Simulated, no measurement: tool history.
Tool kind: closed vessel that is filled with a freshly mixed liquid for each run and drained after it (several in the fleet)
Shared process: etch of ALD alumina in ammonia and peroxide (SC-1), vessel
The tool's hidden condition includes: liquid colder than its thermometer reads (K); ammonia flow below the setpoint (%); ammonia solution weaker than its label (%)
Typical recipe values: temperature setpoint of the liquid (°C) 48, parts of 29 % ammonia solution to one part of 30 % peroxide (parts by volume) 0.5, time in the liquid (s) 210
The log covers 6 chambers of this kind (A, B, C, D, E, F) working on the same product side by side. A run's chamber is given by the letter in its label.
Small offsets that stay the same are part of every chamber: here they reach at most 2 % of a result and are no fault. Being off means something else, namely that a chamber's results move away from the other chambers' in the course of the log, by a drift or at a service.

run	hour	temperature setpoint of the liquid (°C)	parts of 29 % ammonia solution to one part of 30 % peroxide (parts by volume)	time in the liquid (s)	hours since the thermometer was replaced	hours since the ammonia flow meter was replaced	hours since the drum of ammonia solution was connected	read-back film thickness of the ALD alumina reference wafer, read on the same gauge (nm)	thickness taken off the ALD alumina on a monitor wafer (Å)
1C	13.4	48	0.5	210	1247.5	241.4	523.8	110.02	153.51
2D	25.9	48	0.5	210	1039.1	798.7	53.2	110.03	149.43
3B	36	48	0.5	210	1480.9	322.4	582	109.96	152.09
4F	48.2	48	0.5	210	490.4	1308.3	820.5	110	149.44
5E	59.8	48	0.5	210	979.1	312.4	358.1	110	154.89
6A	68.1	48	0.5	210	735.4	490.5	211.8	110	151.5
7F	78.1	48	0.5	210	520.3	1338.2	850.4	110.01	147.71
# hour 89.1: chamber F: new drum of ammonia solution connected
8A	90.6	48	0.5	210	757.9	513	234.3	110.02	149.97
9C	98.7	48	0.5	210	1332.8	326.7	609.1	110	150.62
10B	111.7	48	0.5	210	1556.6	398.1	657.7	110.04	150.2
11D	123.7	51.5	0.5	210	1136.9	896.5	151	110	180.15
12E	131	51.5	0.5	210	1050.3	383.6	429.3	109.99	185.26
13E	140.8	51.5	0.5	210	1060.1	393.4	439.1	110	184.02
# hour 146.3: chamber F: ammonia flow meter replaced
14F	149.3	51.5	0.5	210	591.5	3.1	60.2	110	179.13
15C	158.8	51.5	0.5	210	1392.9	386.8	669.2	109.98	181.46
16B	167.5	51.5	0.5	210	1612.4	453.9	713.5	110.03	183.63
17A	179.4	48	0.5	210	846.7	601.8	323.1	109.98	151.6
18D	191.7	48	0.5	210	1204.9	964.5	219	109.99	149.88
# hour 200.2: chamber B: thermometer replaced
19E	201.5	48	0.5	210	1120.8	454.1	499.8	109.99	152.83
20B	208.8	48	0.5	210	8.7	495.2	754.8	109.99	152.26
21A	216.9	48	0.5	145	884.2	639.3	360.6	110	105.76
22F	224.9	48	0.5	145	667.1	78.7	135.8	109.98	98.842
23D	237.5	48	0.5	145	1250.7	1010.3	264.8	109.96	103.43
# hour 241.1: chamber B: new drum of ammonia solution connected
24C	249	48	0.5	145	1483.1	477	759.4	110	104.52
25C	258.1	48	0.5	145	1492.2	486.1	768.5	109.99	104.94
# hour 266.2: chamber A: new drum of ammonia solution connected
26F	266.9	48	0.5	145	709.1	120.7	177.8	110	96.762
# hour 267.4: chamber A: thermometer replaced
# hour 277.6: chamber C: new drum of ammonia solution connected
27B	279.1	38.5	0.5	210	79	565.5	38	110.03	87.19
28D	286.7	38.5	0.5	210	1299.9	1059.5	314	110.04	86.694
29E	296.4	38.5	0.5	210	1215.7	549	594.7	109.98	87.51
30A	306.5	38.5	0.5	210	39.2	728.9	40.4	109.98	86.879
31A	314.3	38.5	0.5	210	47	736.7	48.2	110	88.124
32D	321.9	38.5	0.5	210	1335.1	1094.7	349.2	110.02	85.121
33C	329.8	48	0.65	210	1563.9	557.8	52.2	110	156.87
34E	337.1	48	0.65	210	1256.4	589.7	635.4	110.03	157.48
35F	346	48	0.65	210	788.2	199.8	256.9	109.98	141.77
36B	355.2	48	0.65	210	155.1	641.6	114.1	110.01	157.65
37E	365.9	48	0.65	210	1285.2	618.5	664.2	109.99	156.09

Next, every chamber runs the same settings. What will each give?
38A	375.7	48	0.5	210					?
38B	375.7	48	0.5	210					?
38C	375.7	48	0.5	210					?
38D	375.7	48	0.5	210					?
38E	375.7	48	0.5	210					?
38F	375.7	48	0.5	210					?

run	thickness taken off the ALD alumina on a monitor wafer (Å)
38A	151.64
38B	150.13
38C	153.37
38D	147.59
38E	152.49
38F	135.56
